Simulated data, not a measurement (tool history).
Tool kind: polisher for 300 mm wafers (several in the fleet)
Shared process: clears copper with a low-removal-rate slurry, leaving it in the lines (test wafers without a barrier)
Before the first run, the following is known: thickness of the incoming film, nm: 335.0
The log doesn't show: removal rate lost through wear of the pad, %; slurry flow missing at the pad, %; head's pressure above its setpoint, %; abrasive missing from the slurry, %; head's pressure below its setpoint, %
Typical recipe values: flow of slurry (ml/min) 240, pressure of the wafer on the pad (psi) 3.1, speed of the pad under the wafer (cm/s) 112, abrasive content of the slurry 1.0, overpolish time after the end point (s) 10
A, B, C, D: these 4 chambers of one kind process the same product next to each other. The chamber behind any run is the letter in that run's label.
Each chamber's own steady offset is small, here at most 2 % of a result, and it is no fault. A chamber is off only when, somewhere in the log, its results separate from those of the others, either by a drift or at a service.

run   hour  flow of slurry (ml/min)  pressure of the wafer on the pad (psi)  speed of the pad under the wafer (cm/s)  abrasive content of the slurry  overpolish time after the end point (s)  wafers polished on this pad  hours since the slurry nozzle was cleaned  hours since the head pressure was calibrated  hours since the slurry blender was calibrated  time until the end point was called (s)  dishing of a wide line in a test structure (Å)
       0.2  -- chamber C: slurry nozzle cleaned
       5.8  -- chamber C: worn pad replaced by a new one
 1A   11.5                      240                                     3.1                                      112                             1.0                                       10                          367                                      575.9                                         609.3                                           37.5                                   96.813                                         235.280
 2B   21.6                      240                                     3.1                                      112                             1.0                                       10                          207                                      234.5                                        1064.3                                           56.8                                   97.968                                         232.460
      22.0  -- chamber D: slurry nozzle cleaned
 3D   32.8                      240                                     3.1                                      112                             1.0                                       10                         1117                                       10.9                                         258.8                                          132.7                                   96.649                                         241.460
 4C   38.4                      240                                     3.1                                      112                             1.0                                       10                          276                                       38.2                                         258.2                                           91.2                                   95.634                                         232.960
      39.6  -- chamber D: worn pad replaced by a new one
 5C   45.4                      240                                     3.1                                      112                             1.0                                       10                          336                                       45.2                                         265.2                                           98.2                                   95.121                                         230.340
      51.0  -- chamber B: worn pad replaced by a new one
      54.0  -- chamber C: slurry blender recalibrated
 6B   54.3                      240                                     3.1                                      112                             1.0                                       10                           28                                      267.2                                        1097.0                                           89.5                                   96.721                                         234.800
      58.4  -- chamber A: head pressure recalibrated
 7A   65.1                      240                                     3.1                                      112                             1.0                                       10                          822                                      629.5                                           6.7                                           91.1                                   98.072                                         236.830
 8D   72.7                      240                                     3.1                                      112                             1.0                                       10                          281                                       50.8                                         298.7                                          172.6                                   98.355                                         236.320
 9C   81.5                      240                                     3.1                                      112                             1.0                                       10                          642                                       81.3                                         301.3                                           27.5                                   95.956                                         229.700
      86.0  -- chamber C: worn pad replaced by a new one
10D   88.2                      240                                     3.1                                      112                             1.0                                       10                          412                                       66.3                                         314.2                                          188.1                                   98.016                                         233.870
11A  100.9                      240                                     3.1                                      112                             1.0                                       10                         1125                                      665.3                                          42.5                                          126.9                                   96.205                                         225.510
12B  112.8                      210                                     3.1                                      112                             1.0                                       15                          524                                      325.7                                        1155.5                                          148.0                                   97.613                                         315.580
     119.7  -- chamber B: worn pad replaced by a new one
13B  121.3                      210                                     3.1                                      112                             1.0                                       15                           13                                      334.2                                        1164.0                                          156.5                                   98.279                                         315.280
     125.1  -- chamber A: worn pad replaced by a new one
14A  127.2                      210                                     3.1                                      112                             1.0                                       15                           18                                      691.6                                          68.8                                          153.2                                   99.234                                         321.010
     127.5  -- chamber A: slurry nozzle cleaned
15D  139.3                      210                                     3.1                                      112                             1.0                                       15                          846                                      117.4                                         365.3                                          239.2                                  101.800                                         332.860
16C  148.5                      240                                     3.1                                      112                             1.0                                       10                          530                                      148.3                                         368.3                                           94.5                                   98.948                                         227.170
     151.8  -- chamber C: slurry blender recalibrated
17C  154.2                      240                                     3.1                                      112                             1.0                                       10                          579                                      154.0                                         374.0                                            2.4                                   96.548                                         225.700
     156.9  -- chamber C: worn pad replaced by a new one
18D  162.4                      240                                     3.1                                      112                             1.0                                       10                         1042                                      140.5                                         388.4                                          262.3                                  101.500                                         225.980
     173.6  -- chamber D: worn pad replaced by a new one
19A  174.2                      240                                     3.1                                      112                             1.0                                       10                          417                                       46.7                                         115.8                                          200.2                                   95.918                                         239.910
     181.0  -- chamber B: worn pad replaced by a new one
20B  183.4                      290                                     3.1                                      112                             1.0                                       10                           21                                      396.3                                        1226.1                                          218.6                                   94.980                                         236.720
     186.7  -- chamber B: head pressure recalibrated
21C  195.0                      290                                     3.1                                      112                             1.0                                       10                          323                                      194.8                                         414.8                                           43.2                                   97.153                                         226.470
     200.6  -- chamber D: slurry blender recalibrated
22D  200.8                      290                                     3.1                                      112                             1.0                                       10                          231                                      178.9                                         426.8                                            0.3                                   94.632                                         245.940
23B  212.9                      290                                     3.1                                      112                             1.0                                       10                          271                                      425.8                                          26.2                                          248.1                                   96.196                                         228.810
24A  223.4                      240                                     3.1                                      112                             1.0                                       10                          834                                       95.9                                         165.0                                          249.4                                   98.050                                         227.300
     230.3  -- chamber D: slurry nozzle cleaned
25C  235.6                      240                                     3.1                                       90                             1.0                                        4                          668                                      235.4                                         455.4                                           83.8                                  129.170                                          78.946
     236.8  -- chamber C: worn pad replaced by a new one
26B  243.6                      240                                     3.1                                       90                             1.0                                        4                          531                                      456.5                                          56.9                                          278.8                                  119.780                                          86.478
     248.0  -- chamber B: worn pad replaced by a new one
     250.7  -- chamber C: slurry blender recalibrated
27D  255.4                      240                                     3.1                                       90                             1.0                                        4                          694                                       25.1                                         481.4                                           54.9                                  125.010                                          81.194
28A  267.2                      240                                     3.1                                       90                             1.0                                        4                         1205                                      139.7                                         208.8                                          293.2                                  121.420                                          84.176
     278.3  -- chamber A: worn pad replaced by a new one
29A  280.1                      240                                     3.1                                      112                             1.0                                       10                           16                                      152.6                                         221.7                                          306.1                                   97.912                                         231.050
30B  289.9                      240                                     3.1                                      112                             1.0                                       10                          355                                      502.8                                         103.2                                          325.1                                   96.246                                         228.000
     299.9  -- chamber C: worn pad replaced by a new one
31C  301.7                      240                                     3.1                                      112                             1.0                                       10                           15                                      301.5                                         521.5                                           51.1                                  105.610                                         210.420
32D  307.4                      240                                     3.1                                      112                             1.0                                       10                         1135                                       77.1                                         533.4                                          106.9                                   99.614                                         233.710

Each of the 4 chambers runs these same settings next. Fill in every chamber's results:
33A  316.7                      240                                     3.1                                      112                             1.1                                       10                                                                                                                                                                                                             ?                                               ?
33B  316.7                      240                                     3.1                                      112                             1.1                                       10                                                                                                                                                                                                             ?                                               ?
33C  316.7                      240                                     3.1                                      112                             1.1                                       10                                                                                                                                                                                                             ?                                               ?
33D  316.7                      240                                     3.1                                      112                             1.1                                       10                                                                                                                                                                                                             ?                                               ?

run  time until the end point was called (s)  dishing of a wide line in a test structure (Å)
33A                                   94.414                                         239.780
33B                                   95.036                                         235.660
33C                                  105.070                                         218.050
33D                                   98.383                                         242.020
